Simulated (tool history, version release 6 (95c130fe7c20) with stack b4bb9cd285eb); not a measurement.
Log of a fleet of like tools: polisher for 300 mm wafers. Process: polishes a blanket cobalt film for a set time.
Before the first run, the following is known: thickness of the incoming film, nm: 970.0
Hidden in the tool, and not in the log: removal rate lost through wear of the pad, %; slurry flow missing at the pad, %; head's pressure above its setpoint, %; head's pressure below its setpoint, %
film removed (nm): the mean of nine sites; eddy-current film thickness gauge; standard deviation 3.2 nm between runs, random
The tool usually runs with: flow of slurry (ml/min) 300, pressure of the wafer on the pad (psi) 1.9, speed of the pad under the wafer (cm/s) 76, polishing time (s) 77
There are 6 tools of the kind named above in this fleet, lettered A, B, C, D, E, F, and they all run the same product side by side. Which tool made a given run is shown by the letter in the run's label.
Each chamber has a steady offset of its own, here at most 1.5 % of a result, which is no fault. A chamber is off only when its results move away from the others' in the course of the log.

run	hour	flow of slurry (ml/min)	pressure of the wafer on the pad (psi)	speed of the pad under the wafer (cm/s)	polishing time (s)	wafers polished on this pad	hours since the slurry nozzle was cleaned	hours since the head pressure was calibrated	film removed (nm)
1C	8.9	300	1.9	76	77	254	345.3	673.5	303.09
# hour 10.4: chamber D: worn pad replaced by a new one
2E	15.8	300	1.9	76	77	332	86.1	727.2	305.75
# hour 26.2: chamber B: slurry nozzle cleaned
3A	27.5	300	1.9	76	77	662	273.5	391.4	303.82
# hour 33.6: chamber D: head pressure recalibrated
4D	34.7	300	1.9	76	77	236	418.0	1.1	302.39
5F	40.6	300	1.9	76	77	997	191.6	658.8	302.67
# hour 47.2: chamber F: slurry nozzle cleaned
6B	49.4	300	1.9	76	77	491	23.3	330.8	299.76
7A	55.6	300	1.9	76	77	935	301.6	419.5	301.60
# hour 57.7: chamber C: head pressure recalibrated
8C	63.1	300	1.6	76	77	780	399.5	5.4	256.39
9E	71.4	300	1.6	76	77	872	141.7	782.8	255.86
# hour 77.2: chamber F: worn pad replaced by a new one
10B	77.7	300	1.6	76	77	765	51.6	359.1	254.09
# hour 80.4: chamber A: worn pad replaced by a new one
11F	83.9	300	1.6	76	77	65	36.7	702.1	252.59
# hour 89.3: chamber B: worn pad replaced by a new one
12D	91.0	300	1.6	76	77	783	474.3	57.4	251.57
13F	101.3	300	1.6	76	77	234	54.1	719.5	253.36
14E	107.1	300	1.4	100	77	1219	177.4	818.5	294.59
# hour 112.4: chamber C: worn pad replaced by a new one
15D	116.1	300	1.4	100	77	1027	499.4	82.5	288.41
# hour 121.3: chamber D: worn pad replaced by a new one
16B	124.0	300	1.4	100	77	337	97.9	405.4	287.37
# hour 133.3: chamber D: slurry nozzle cleaned
# hour 134.3: chamber E: worn pad replaced by a new one
17A	134.7	300	1.4	100	77	527	380.7	498.6	294.26
18C	140.9	300	1.4	100	77	277	477.3	83.2	296.09
19F	149.0	300	1.4	100	77	697	101.8	767.2	292.09
20E	159.2	300	1.9	76	77	242	229.5	870.6	304.07
21D	165.3	300	1.9	76	77	428	32.0	131.7	301.13
# hour 175.1: chamber B: worn pad replaced by a new one
22B	175.8	300	1.9	76	77	7	149.7	457.2	305.07
23A	181.3	300	1.9	76	77	980	427.3	545.2	298.04
# hour 184.4: chamber A: worn pad replaced by a new one
24C	189.0	300	1.9	76	77	744	525.4	131.3	299.16
25D	196.7	300	1.9	76	77	733	63.4	163.1	299.72
26B	202.7	300	1.9	76	77	268	176.6	484.1	300.10
# hour 204.0: chamber C: slurry nozzle cleaned
27F	209.8	300	1.5	76	77	1288	162.6	828.0	237.93
# hour 210.8: chamber F: worn pad replaced by a new one
28A	221.1	300	1.5	76	77	356	467.1	585.0	240.11
29C	228.9	300	1.5	76	77	1132	24.9	171.2	237.16
30E	239.4	300	1.5	76	77	1020	309.7	950.8	237.64
# hour 240.5: chamber C: worn pad replaced by a new one
# hour 245.4: chamber D: worn pad replaced by a new one
# hour 246.7: chamber F: slurry nozzle cleaned
31E	250.1	300	1.5	76	77	1124	320.4	961.5	240.63
32C	261.6	300	1.5	76	77	205	57.6	203.9	233.96
# hour 267.6: chamber B: worn pad replaced by a new one
33F	272.1	300	1.9	76	77	595	25.4	890.3	305.37
# hour 275.6: chamber B: slurry nozzle cleaned
# hour 276.6: chamber E: worn pad replaced by a new one
34B	284.2	370	1.4	76	77	162	8.6	565.6	226.61
# hour 287.2: chamber A: worn pad replaced by a new one
35A	290.3	370	1.4	76	77	30	536.3	654.2	229.44
36D	298.0	370	1.4	76	77	511	164.7	264.4	224.46
# hour 298.6: chamber F: head pressure recalibrated
37B	310.2	370	1.4	76	77	414	34.6	591.6	229.56
# hour 312.2: chamber E: slurry nozzle cleaned
38A	322.0	370	1.4	76	77	338	568.0	685.9	226.90
39F	333.4	370	1.4	76	77	1191	86.7	34.8	221.60
40E	340.5	300	1.9	76	77	620	28.3	1051.9	306.17

Is one chamber off against the others, does the gauge drift, or is nothing wrong? If a chamber is off, say which, and what the likeliest cause is.

Beyond each chamber's small constant offset nothing stands out, and the gauge stays steady.
